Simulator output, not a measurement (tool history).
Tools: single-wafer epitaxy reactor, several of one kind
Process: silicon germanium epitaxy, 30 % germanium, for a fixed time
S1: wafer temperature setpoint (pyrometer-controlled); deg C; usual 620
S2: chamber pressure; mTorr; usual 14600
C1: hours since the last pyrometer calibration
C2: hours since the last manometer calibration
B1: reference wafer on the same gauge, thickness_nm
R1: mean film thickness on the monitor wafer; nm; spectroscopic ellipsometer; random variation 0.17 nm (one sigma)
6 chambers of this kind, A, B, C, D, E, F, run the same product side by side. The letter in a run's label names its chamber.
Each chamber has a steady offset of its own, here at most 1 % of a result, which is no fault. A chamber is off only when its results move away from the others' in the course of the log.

{"run": "1E", "hour": 4.1, "S1": 620, "S2": 14600, "C1": 1011.8, "C2": 553.1, "B1": 72.408, "R1": 74.584}
{"run": "2A", "hour": 12.4, "S1": 620, "S2": 14600, "C1": 1184.2, "C2": 609.2, "B1": 72.353, "R1": 74.896}
{"run": "3B", "hour": 16.2, "S1": 620, "S2": 14600, "C1": 1864.9, "C2": 1569.4, "B1": 72.434, "R1": 73.986}
{"run": "4F", "hour": 23.6, "S1": 620, "S2": 14600, "C1": 785.3, "C2": 3144.9, "B1": 72.423, "R1": 75.286}
{"run": "5C", "hour": 29.1, "S1": 620, "S2": 14600, "C1": 732.6, "C2": 2185.5, "B1": 72.387, "R1": 73.953}
{"run": "6D", "hour": 35.9, "S1": 611, "S2": 18100, "C1": 329.3, "C2": 802.0, "B1": 72.427, "R1": 69.429}
{"run": "7C", "hour": 40.0, "S1": 611, "S2": 18100, "C1": 743.5, "C2": 2196.4, "B1": 72.373, "R1": 68.897}
{"run": "8E", "hour": 46.0, "S1": 611, "S2": 18100, "C1": 1053.7, "C2": 595.0, "B1": 72.401, "R1": 69.669}
{"run": "9A", "hour": 50.7, "S1": 611, "S2": 18100, "C1": 1222.5, "C2": 647.5, "B1": 72.393, "R1": 69.135}
{"hour": 53.6, "done": "chamber F: capacitance manometer re-zeroed and calibrated"}
{"run": "10D", "hour": 59.0, "S1": 611, "S2": 18100, "C1": 352.4, "C2": 825.1, "B1": 72.369, "R1": 69.326}
{"run": "11B", "hour": 63.8, "S1": 611, "S2": 18100, "C1": 1912.5, "C2": 1617.0, "B1": 72.376, "R1": 68.471}
{"run": "12F", "hour": 71.7, "S1": 620, "S2": 14600, "C1": 833.4, "C2": 18.1, "B1": 72.39, "R1": 74.841}
{"run": "13D", "hour": 75.7, "S1": 620, "S2": 14600, "C1": 369.1, "C2": 841.8, "B1": 72.413, "R1": 74.971}
{"hour": 79.1, "done": "chamber B: pyrometer calibrated"}
{"run": "14E", "hour": 79.9, "S1": 625, "S2": 17900, "C1": 1087.6, "C2": 628.9, "B1": 72.4, "R1": 88.349}
{"run": "15C", "hour": 84.0, "S1": 625, "S2": 17900, "C1": 787.5, "C2": 2240.4, "B1": 72.427, "R1": 87.932}
{"run": "16A", "hour": 90.3, "S1": 625, "S2": 17900, "C1": 1262.1, "C2": 687.1, "B1": 72.359, "R1": 87.76}
{"run": "17B", "hour": 95.3, "S1": 625, "S2": 17900, "C1": 16.2, "C2": 1648.5, "B1": 72.375, "R1": 87.572}
{"run": "18F", "hour": 103.2, "S1": 625, "S2": 17900, "C1": 864.9, "C2": 49.6, "B1": 72.366, "R1": 88.274}
{"run": "19E", "hour": 106.9, "S1": 625, "S2": 17900, "C1": 1114.6, "C2": 655.9, "B1": 72.405, "R1": 88.226}
{"run": "20F", "hour": 114.2, "S1": 620, "S2": 14600, "C1": 875.9, "C2": 60.6, "B1": 72.399, "R1": 74.643}
{"run": "21C", "hour": 119.2, "S1": 620, "S2": 14600, "C1": 822.7, "C2": 2275.6, "B1": 72.427, "R1": 74.29}
{"run": "22B", "hour": 124.3, "S1": 620, "S2": 14600, "C1": 45.2, "C2": 1677.5, "B1": 72.434, "R1": 73.816}
{"run": "23D", "hour": 128.5, "S1": 620, "S2": 14600, "C1": 421.9, "C2": 894.6, "B1": 72.371, "R1": 74.949}
{"run": "24A", "hour": 136.5, "S1": 620, "S2": 14600, "C1": 1308.3, "C2": 733.3, "B1": 72.405, "R1": 74.47}
{"run": "25B", "hour": 140.6, "S1": 606, "S2": 16000, "C1": 61.5, "C2": 1693.8, "B1": 72.432, "R1": 59.65}
{"run": "26F", "hour": 145.4, "S1": 606, "S2": 16000, "C1": 907.1, "C2": 91.8, "B1": 72.377, "R1": 60.444}
{"run": "27C", "hour": 153.8, "S1": 606, "S2": 16000, "C1": 857.3, "C2": 2310.2, "B1": 72.387, "R1": 59.758}
{"run": "28A", "hour": 158.1, "S1": 606, "S2": 16000, "C1": 1329.9, "C2": 754.9, "B1": 72.445, "R1": 60.374}
{"run": "29D", "hour": 164.0, "S1": 606, "S2": 16000, "C1": 457.4, "C2": 930.1, "B1": 72.398, "R1": 60.29}
{"run": "30E", "hour": 168.3, "S1": 606, "S2": 16000, "C1": 1176.0, "C2": 717.3, "B1": 72.368, "R1": 59.346}
{"run": "31A", "hour": 174.4, "S1": 614, "S2": 14600, "C1": 1346.2, "C2": 771.2, "B1": 72.426, "R1": 67.081}
{"run": "32C", "hour": 180.0, "S1": 614, "S2": 14600, "C1": 883.5, "C2": 2336.4, "B1": 72.421, "R1": 66.443}
{"run": "33E", "hour": 184.1, "S1": 614, "S2": 14600, "C1": 1191.8, "C2": 733.1, "B1": 72.425, "R1": 66.055}
{"run": "34F", "hour": 188.8, "S1": 614, "S2": 14600, "C1": 950.5, "C2": 135.2, "B1": 72.401, "R1": 67.329}
{"run": "35D", "hour": 195.5, "S1": 614, "S2": 14600, "C1": 488.9, "C2": 961.6, "B1": 72.401, "R1": 67.314}
{"run": "36B", "hour": 199.4, "S1": 614, "S2": 14600, "C1": 120.3, "C2": 1752.6, "B1": 72.409, "R1": 66.361}
{"run": "37F", "hour": 206.2, "S1": 620, "S2": 14600, "C1": 967.9, "C2": 152.6, "B1": 72.457, "R1": 75.155}

All 6 chambers run these settings next. Forecast each chamber's results:
{"run": "38A", "hour": 212.2, "S1": 620, "S2": 12400, "R1": "?"}
{"run": "38B", "hour": 212.2, "S1": 620, "S2": 12400, "R1": "?"}
{"run": "38C", "hour": 212.2, "S1": 620, "S2": 12400, "R1": "?"}
{"run": "38D", "hour": 212.2, "S1": 620, "S2": 12400, "R1": "?"}
{"run": "38E", "hour": 212.2, "S1": 620, "S2": 12400, "R1": "?"}
{"run": "38F", "hour": 212.2, "S1": 620, "S2": 12400, "R1": "?"}

run=38A R1=70.160
run=38B R1=68.728
run=38C R1=69.751
run=38D R1=70.520
run=38E R1=68.273
run=38F R1=70.318
